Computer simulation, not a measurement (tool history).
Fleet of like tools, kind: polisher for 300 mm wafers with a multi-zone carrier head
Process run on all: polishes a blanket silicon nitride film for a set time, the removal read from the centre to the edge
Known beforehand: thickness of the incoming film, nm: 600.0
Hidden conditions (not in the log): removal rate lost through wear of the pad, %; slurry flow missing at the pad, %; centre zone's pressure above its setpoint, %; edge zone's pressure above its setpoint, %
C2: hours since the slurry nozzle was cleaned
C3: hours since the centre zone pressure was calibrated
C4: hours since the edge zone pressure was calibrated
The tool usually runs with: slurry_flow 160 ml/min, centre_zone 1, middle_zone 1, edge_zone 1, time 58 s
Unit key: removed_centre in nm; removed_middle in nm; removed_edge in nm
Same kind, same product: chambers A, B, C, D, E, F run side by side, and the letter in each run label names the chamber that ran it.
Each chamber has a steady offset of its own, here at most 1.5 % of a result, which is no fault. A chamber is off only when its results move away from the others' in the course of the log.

Run 1D, hour 5.5: usual settings; wafers polished on this pad 406; C2 125.8; C3 383.0; C4 103.7. Result: removed_centre 193.23 nm, removed_middle 192.64 nm, removed_edge 197.47 nm.
Run 2B, hour 12.9: usual settings; wafers polished on this pad 406; C2 314.8; C3 639.5; C4 285.5. Result: removed_centre 198.34 nm, removed_middle 190.95 nm, removed_edge 193.51 nm.
At hour 17.0: chamber E: centre zone pressure recalibrated.
Run 3F, hour 18.9: usual settings; wafers polished on this pad 519; C2 178.2; C3 187.2; C4 321.7. Result: removed_centre 197.38 nm, removed_middle 198.22 nm, removed_edge 196.99 nm.
Run 4A, hour 29.4: usual settings; wafers polished on this pad 429; C2 273.8; C3 186.6; C4 303.3. Result: removed_centre 196.61 nm, removed_middle 192.09 nm, removed_edge 196.98 nm.
At hour 30.5: chamber B: worn pad replaced by a new one.
At hour 31.2: chamber C: worn pad replaced by a new one.
Run 5C, hour 36.1: usual settings; wafers polished on this pad 41; C2 734.8; C3 415.3; C4 172.3. Result: removed_centre 198.70 nm, removed_middle 201.58 nm, removed_edge 194.31 nm.
Run 6E, hour 46.1: usual settings; wafers polished on this pad 476; C2 327.8; C3 29.2; C4 637.1. Result: removed_centre 198.70 nm, removed_middle 198.13 nm, removed_edge 199.38 nm.
At hour 54.5: chamber F: worn pad replaced by a new one.
Run 7A, hour 56.2: usual settings; wafers polished on this pad 652; C2 300.6; C3 213.4; C4 330.1. Result: removed_centre 197.56 nm, removed_middle 196.05 nm, removed_edge 194.77 nm.
At hour 62.2: chamber D: worn pad replaced by a new one.
Run 8F, hour 68.4: usual settings; wafers polished on this pad 115; C2 227.7; C3 236.7; C4 371.2. Result: removed_centre 197.82 nm, removed_middle 195.57 nm, removed_edge 194.79 nm.
Run 9C, hour 77.8: usual settings; wafers polished on this pad 387; C2 776.5; C3 457.0; C4 214.0. Result: removed_centre 193.74 nm, removed_middle 196.30 nm, removed_edge 193.41 nm.
At hour 79.3: chamber C: slurry nozzle cleaned.
At hour 82.6: chamber E: edge zone pressure recalibrated.
Run 10E, hour 84.3: usual settings; wafers polished on this pad 793; C2 366.0; C3 67.4; C4 1.7. Result: removed_centre 198.84 nm, removed_middle 194.79 nm, removed_edge 195.37 nm.
Run 11D, hour 92.5: usual settings; wafers polished on this pad 252; C2 212.8; C3 470.0; C4 190.7. Result: removed_centre 199.48 nm, removed_middle 198.21 nm, removed_edge 199.48 nm.
Run 12B, hour 100.4: usual settings; wafers polished on this pad 581; C2 402.3; C3 727.0; C4 373.0. Result: removed_centre 195.92 nm, removed_middle 197.85 nm, removed_edge 198.09 nm.
At hour 103.6: chamber B: worn pad replaced by a new one.
Run 13A, hour 108.0: usual settings; wafers polished on this pad 1083; C2 352.4; C3 265.2; C4 381.9. Result: removed_centre 188.83 nm, removed_middle 194.10 nm, removed_edge 188.51 nm.
At hour 108.3: chamber E: worn pad replaced by a new one.
Run 14F, hour 115.2: usual settings but time 46 s; wafers polished on this pad 504; C2 274.5; C3 283.5; C4 418.0. Result: removed_centre 152.98 nm, removed_middle 158.38 nm, removed_edge 154.56 nm.
At hour 115.3: chamber C: worn pad replaced by a new one.
Run 15E, hour 127.2: usual settings but time 46 s; wafers polished on this pad 157; C2 408.9; C3 110.3; C4 44.6. Result: removed_centre 159.02 nm, removed_middle 151.89 nm, removed_edge 155.11 nm.
At hour 128.2: chamber C: centre zone pressure recalibrated.
At hour 128.7: chamber B: slurry nozzle cleaned.
At hour 131.7: chamber D: slurry nozzle cleaned.
Run 16B, hour 139.3: usual settings but time 46 s; wafers polished on this pad 296; C2 10.6; C3 765.9; C4 411.9. Result: removed_centre 160.18 nm, removed_middle 157.07 nm, removed_edge 154.88 nm.
At hour 140.6: chamber A: worn pad replaced by a new one.
Run 17D, hour 149.0: usual settings but time 46 s; wafers polished on this pad 722; C2 17.3; C3 526.5; C4 247.2. Result: removed_centre 158.30 nm, removed_middle 156.92 nm, removed_edge 152.92 nm.
At hour 151.1: chamber F: worn pad replaced by a new one.
Run 18C, hour 161.5: usual settings but time 46 s; wafers polished on this pad 384; C2 82.2; C3 33.3; C4 297.7. Result: removed_centre 155.44 nm, removed_middle 156.71 nm, removed_edge 153.82 nm.
At hour 167.7: chamber F: slurry nozzle cleaned.
At hour 169.2: chamber F: centre zone pressure recalibrated.
Run 19A, hour 170.7: usual settings but time 46 s; wafers polished on this pad 250; C2 415.1; C3 327.9; C4 444.6. Result: removed_centre 155.46 nm, removed_middle 150.13 nm, removed_edge 153.30 nm.
At hour 175.1: chamber D: worn pad replaced by a new one.
At hour 175.9: chamber B: worn pad replaced by a new one.
Run 20C, hour 177.6: usual settings but slurry_flow 125 ml/min; wafers polished on this pad 518; C2 98.3; C3 49.4; C4 313.8. Result: removed_centre 183.82 nm, removed_middle 184.71 nm, removed_edge 187.06 nm.
Run 21B, hour 187.1: usual settings but slurry_flow 125 ml/min; wafers polished on this pad 93; C2 58.4; C3 813.7; C4 459.7. Result: removed_centre 184.76 nm, removed_middle 182.24 nm, removed_edge 187.10 nm.
At hour 189.6: chamber A: edge zone pressure recalibrated.
Run 22E, hour 194.6: usual settings but slurry_flow 125 ml/min; wafers polished on this pad 717; C2 476.3; C3 177.7; C4 112.0. Result: removed_centre 187.67 nm, removed_middle 187.14 nm, removed_edge 189.04 nm.
Run 23D, hour 202.6: usual settings but slurry_flow 125 ml/min; wafers polished on this pad 228; C2 70.9; C3 580.1; C4 300.8. Result: removed_centre 185.05 nm, removed_middle 192.47 nm, removed_edge 187.73 nm.
Run 24F, hour 211.5: usual settings but slurry_flow 125 ml/min; wafers polished on this pad 502; C2 43.9; C3 42.4; C4 514.3. Result: removed_centre 184.12 nm, removed_middle 188.40 nm, removed_edge 187.73 nm.
At hour 216.7: chamber E: worn pad replaced by a new one.
At hour 217.8: chamber C: worn pad replaced by a new one.
At hour 219.1: chamber D: centre zone pressure recalibrated.
Run 25E, hour 222.8: usual settings but slurry_flow 125 ml/min; wafers polished on this pad 51; C2 504.5; C3 205.9; C4 140.2. Result: removed_centre 186.74 nm, removed_middle 187.73 nm, removed_edge 188.90 nm.
At hour 229.5: chamber F: worn pad replaced by a new one.
Run 26F, hour 234.0: usual settings; wafers polished on this pad 37; C2 66.4; C3 64.9; C4 536.8. Result: removed_centre 188.63 nm, removed_middle 195.85 nm, removed_edge 189.26 nm.
At hour 240.9: chamber B: worn pad replaced by a new one.
At hour 241.2: chamber B: edge zone pressure recalibrated.
Run 27B, hour 243.4: usual settings but time 40 s; wafers polished on this pad 21; C2 114.7; C3 870.0; C4 2.2. Result: removed_centre 137.25 nm, removed_middle 134.17 nm, removed_edge 134.82 nm.
Run 28C, hour 255.3: usual settings but time 40 s; wafers polished on this pad 311; C2 176.0; C3 127.1; C4 391.5. Result: removed_centre 137.28 nm, removed_middle 137.19 nm, removed_edge 134.12 nm.
Run 29A, hour 267.4: usual settings but time 40 s; wafers polished on this pad 1054; C2 511.8; C3 424.6; C4 77.9. Result: removed_centre 125.33 nm, removed_middle 124.31 nm, removed_edge 130.77 nm.
Run 30D, hour 272.9: usual settings but time 40 s; wafers polished on this pad 813; C2 141.2; C3 53.8; C4 371.1. Result: removed_centre 132.21 nm, removed_middle 134.80 nm, removed_edge 135.13 nm.
Run 31C, hour 279.4: usual settings but time 40 s; wafers polished on this pad 512; C2 200.1; C3 151.2; C4 415.6. Result: removed_centre 139.76 nm, removed_middle 136.63 nm, removed_edge 134.13 nm.
Run 32E, hour 286.9: usual settings but time 40 s; wafers polished on this pad 584; C2 568.6; C3 270.0; C4 204.3. Result: removed_centre 136.93 nm, removed_middle 137.11 nm, removed_edge 134.68 nm.
Run 33F, hour 296.9: usual settings; wafers polished on this pad 560; C2 129.3; C3 127.8; C4 599.7. Result: removed_centre 194.32 nm, removed_middle 192.56 nm, removed_edge 197.23 nm.
At hour 301.7: chamber D: worn pad replaced by a new one.
At hour 302.2: chamber A: worn pad replaced by a new one.
At hour 305.6: chamber B: worn pad replaced by a new one.
Run 34D, hour 307.0: usual settings but slurry_flow 140 ml/min, time 50 s; wafers polished on this pad 44; C2 175.3; C3 87.9; C4 405.2. Result: removed_centre 163.88 nm, removed_middle 163.66 nm, removed_edge 162.96 nm.
At hour 308.5: chamber E: worn pad replaced by a new one.
Run 35B, hour 312.8: usual settings but slurry_flow 140 ml/min, time 50 s; wafers polished on this pad 59; C2 184.1; C3 939.4; C4 71.6. Result: removed_centre 162.81 nm, removed_middle 163.26 nm, removed_edge 166.05 nm.
At hour 315.0: chamber F: worn pad replaced by a new one.
Run 36A, hour 324.8: usual settings but slurry_flow 140 ml/min, time 50 s; wafers polished on this pad 187; C2 569.2; C3 482.0; C4 135.3. Result: removed_centre 146.88 nm, removed_middle 150.11 nm, removed_edge 154.68 nm.
Run 37B, hour 335.1: usual settings but slurry_flow 140 ml/min, time 50 s; wafers polished on this pad 245; C2 206.4; C3 961.7; C4 93.9. Result: removed_centre 165.39 nm, removed_middle 165.93 nm, removed_edge 166.70 nm.
Run 38E, hour 342.7: usual settings but slurry_flow 140 ml/min, time 50 s; wafers polished on this pad 284; C2 624.4; C3 325.8; C4 260.1. Result: removed_centre 164.86 nm, removed_middle 165.04 nm, removed_edge 164.65 nm.
Run 39F, hour 350.5: usual settings but slurry_flow 140 ml/min, time 50 s; wafers polished on this pad 295; C2 182.9; C3 181.4; C4 653.3. Result: removed_centre 162.39 nm, removed_middle 165.58 nm, removed_edge 162.36 nm.

All 6 chambers run these settings next. Forecast each chamber's results:
Run 40A, hour 359.7: usual settings. Result: removed_centre ?, removed_middle ?, removed_edge ?.
Run 40B, hour 359.7: usual settings. Result: removed_centre ?, removed_middle ?, removed_edge ?.
Run 40C, hour 359.7: usual settings. Result: removed_centre ?, removed_middle ?, removed_edge ?.
Run 40D, hour 359.7: usual settings. Result: removed_centre ?, removed_middle ?, removed_edge ?.
Run 40E, hour 359.7: usual settings. Result: removed_centre ?, removed_middle ?, removed_edge ?.
Run 40F, hour 359.7: usual settings. Result: removed_centre ?, removed_middle ?, removed_edge ?.

run  removed_centre  removed_middle  removed_edge
40A          173.92          175.73        182.77
40B          198.44          191.01        192.23
40C          201.95          201.12        196.22
40D          194.31          194.92        197.01
40E          201.29          193.45        200.01
40F          194.86          193.14        196.14

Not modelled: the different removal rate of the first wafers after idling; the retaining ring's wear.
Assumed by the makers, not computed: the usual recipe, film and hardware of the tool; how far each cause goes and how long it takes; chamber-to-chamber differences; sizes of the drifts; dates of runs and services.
